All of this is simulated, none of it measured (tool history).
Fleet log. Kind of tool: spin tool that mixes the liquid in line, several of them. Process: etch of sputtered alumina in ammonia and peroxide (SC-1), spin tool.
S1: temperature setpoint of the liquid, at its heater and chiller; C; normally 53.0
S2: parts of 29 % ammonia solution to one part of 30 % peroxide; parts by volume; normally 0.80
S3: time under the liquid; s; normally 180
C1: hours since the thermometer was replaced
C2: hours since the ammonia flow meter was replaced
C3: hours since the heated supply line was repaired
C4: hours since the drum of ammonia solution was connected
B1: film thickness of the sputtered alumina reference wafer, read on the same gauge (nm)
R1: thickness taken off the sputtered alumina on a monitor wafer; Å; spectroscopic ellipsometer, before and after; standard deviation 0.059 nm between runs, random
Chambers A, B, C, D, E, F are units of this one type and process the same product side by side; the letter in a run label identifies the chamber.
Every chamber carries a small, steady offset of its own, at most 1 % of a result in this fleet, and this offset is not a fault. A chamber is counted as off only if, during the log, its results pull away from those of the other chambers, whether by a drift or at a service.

| run | day | S1 | S2 | S3 | C1 | C2 | C3 | C4 | B1 | R1 |
|---|---|---|---|---|---|---|---|---|---|---|
| 1B | 0.192 | 53.0 | 0.80 | 180 | 571.3 | 128.9 | 1855.7 | 657.5 | 30.050 | 106.42 |
| 2E | 0.462 | 53.0 | 0.80 | 180 | 1349.5 | 405.5 | 1363.2 | 244.6 | 29.984 | 108.19 |
| 3C | 0.667 | 53.0 | 0.80 | 180 | 1106.7 | 130.4 | 2335.0 | 651.5 | 29.969 | 105.65 |
| 4F | 0.979 | 53.0 | 0.80 | 180 | 541.0 | 308.8 | 2705.0 | 122.4 | 29.959 | 106.72 |
| 5D | 1.308 | 53.0 | 0.80 | 180 | 510.4 | 37.2 | 3105.3 | 225.7 | 30.005 | 107.16 |
| 6A | 1.512 | 53.0 | 0.80 | 180 | 584.8 | 273.0 | 709.5 | 154.4 | 29.987 | 107.15 |
| 7B | 1.788 | 53.0 | 0.80 | 180 | 609.6 | 167.2 | 1894.0 | 695.8 | 29.958 | 107.00 |
| 8F | 2.067 | 61.5 | 0.65 | 180 | 567.1 | 334.9 | 2731.1 | 148.5 | 30.004 | 165.22 |
| 9E | 2.362 | 61.5 | 0.65 | 180 | 1395.1 | 451.1 | 1408.8 | 290.2 | 30.007 | 161.84 |
| 10D | 2.692 | 61.5 | 0.65 | 180 | 543.6 | 70.4 | 3138.5 | 258.9 | 30.012 | 164.08 |
| 11A | 2.879 | 61.5 | 0.65 | 180 | 617.6 | 305.8 | 742.3 | 187.2 | 29.999 | 163.82 |
| 12C | 3.217 | 61.5 | 0.65 | 180 | 1167.9 | 191.6 | 2396.2 | 712.7 | 30.001 | 163.29 |
| 13E | 3.467 | 61.5 | 0.65 | 180 | 1421.6 | 477.6 | 1435.3 | 316.7 | 29.983 | 162.70 |
| 14F | 3.808 | 53.0 | 1.15 | 220 | 608.9 | 376.7 | 2772.9 | 190.3 | 30.038 | 134.30 |
| 15C | 4.183 | 53.0 | 1.15 | 220 | 1191.1 | 214.8 | 2419.4 | 735.9 | 30.027 | 134.40 |
| 16A | 4.450 | 53.0 | 1.15 | 220 | 655.3 | 343.5 | 780.0 | 224.9 | 30.031 | 135.28 |
| 17B | 4.758 | 53.0 | 1.15 | 220 | 680.9 | 238.5 | 1965.3 | 767.1 | 30.017 | 138.28 |
| 18D | 5.046 | 53.0 | 1.15 | 220 | 600.1 | 126.9 | 3195.0 | 315.4 | 29.943 | 134.06 |
| 19F | 5.292 | 53.0 | 1.15 | 220 | 644.5 | 412.3 | 2808.5 | 225.9 | 29.995 | 135.46 |
| 20E | 5.512 | 53.0 | 0.80 | 180 | 1470.7 | 526.7 | 1484.4 | 365.8 | 30.004 | 107.15 |
| 21C | 5.838 | 53.0 | 0.80 | 180 | 1230.8 | 254.5 | 2459.1 | 775.6 | 30.016 | 106.38 |
| 22B | 6.154 | 53.0 | 0.80 | 260 | 714.4 | 272.0 | 1998.8 | 800.6 | 29.975 | 160.21 |
| 23A | 6.521 | 53.0 | 0.80 | 260 | 705.0 | 393.2 | 829.7 | 274.6 | 30.008 | 155.66 |
| 24D | 6.783 | 53.0 | 0.80 | 260 | 641.8 | 168.6 | 3236.7 | 357.1 | 29.996 | 155.29 |
| 25C | 6.971 | 53.0 | 0.80 | 260 | 1258.0 | 281.7 | 2486.3 | 802.8 | 29.955 | 154.33 |
| 26A | 7.262 | 53.0 | 0.80 | 260 | 722.8 | 411.0 | 847.5 | 292.4 | 29.971 | 153.79 |
| 27D | 7.612 | 53.0 | 0.80 | 260 | 661.7 | 188.5 | 3256.6 | 377.0 | 30.015 | 154.16 |
| 28B | 7.938 | 53.0 | 0.80 | 180 | 757.2 | 314.8 | 2041.6 | 843.4 | 29.969 | 111.20 |
|  | 8.038 | chamber B: new drum of ammonia solution connected |
| 29E | 8.196 | 53.0 | 0.80 | 180 | 1535.1 | 591.1 | 1548.8 | 430.2 | 29.935 | 107.10 |
| 30F | 8.388 | 53.0 | 0.80 | 180 | 718.8 | 486.6 | 2882.8 | 300.2 | 29.982 | 105.74 |
| 31B | 8.721 | 53.0 | 0.80 | 180 | 776.0 | 333.6 | 2060.4 | 16.4 | 29.981 | 111.57 |
| 32E | 9.096 | 53.0 | 0.80 | 180 | 1556.7 | 612.7 | 1570.4 | 451.8 | 29.984 | 106.77 |
|  | 9.208 | chamber C: new drum of ammonia solution connected |
| 33A | 9.388 | 61.5 | 0.80 | 235 | 773.8 | 462.0 | 898.5 | 343.4 | 29.968 | 217.60 |
| 34F | 9.683 | 61.5 | 0.80 | 235 | 749.9 | 517.7 | 2913.9 | 331.3 | 30.009 | 218.31 |
| 35C | 9.858 | 61.5 | 0.80 | 235 | 1327.3 | 351.0 | 2555.6 | 15.6 | 29.998 | 215.47 |
| 36D | 10.129 | 61.5 | 0.80 | 235 | 722.1 | 248.9 | 3317.0 | 437.4 | 29.995 | 217.53 |
| 37F | 10.329 | 61.5 | 0.80 | 235 | 765.4 | 533.2 | 2929.4 | 346.8 | 29.970 | 218.04 |
| 38C | 10.558 | 61.5 | 0.80 | 235 | 1344.1 | 367.8 | 2572.4 | 32.4 | 29.988 | 212.91 |
| 39A | 10.883 | 53.0 | 0.80 | 180 | 809.7 | 497.9 | 934.4 | 379.3 | 29.973 | 108.46 |

Next, every chamber runs the same settings. What will each give?
| 40A | 11.158 | 53.0 | 0.95 | 180 |  |  |  |  |  | ? |
| 40B | 11.158 | 53.0 | 0.95 | 180 |  |  |  |  |  | ? |
| 40C | 11.158 | 53.0 | 0.95 | 180 |  |  |  |  |  | ? |
| 40D | 11.158 | 53.0 | 0.95 | 180 |  |  |  |  |  | ? |
| 40E | 11.158 | 53.0 | 0.95 | 180 |  |  |  |  |  | ? |
| 40F | 11.158 | 53.0 | 0.95 | 180 |  |  |  |  |  | ? |

| run | R1 |
|---|---|
| 40A | 110.03 |
| 40B | 115.01 |
| 40C | 107.50 |
| 40D | 108.80 |
| 40E | 108.95 |
| 40F | 108.54 |

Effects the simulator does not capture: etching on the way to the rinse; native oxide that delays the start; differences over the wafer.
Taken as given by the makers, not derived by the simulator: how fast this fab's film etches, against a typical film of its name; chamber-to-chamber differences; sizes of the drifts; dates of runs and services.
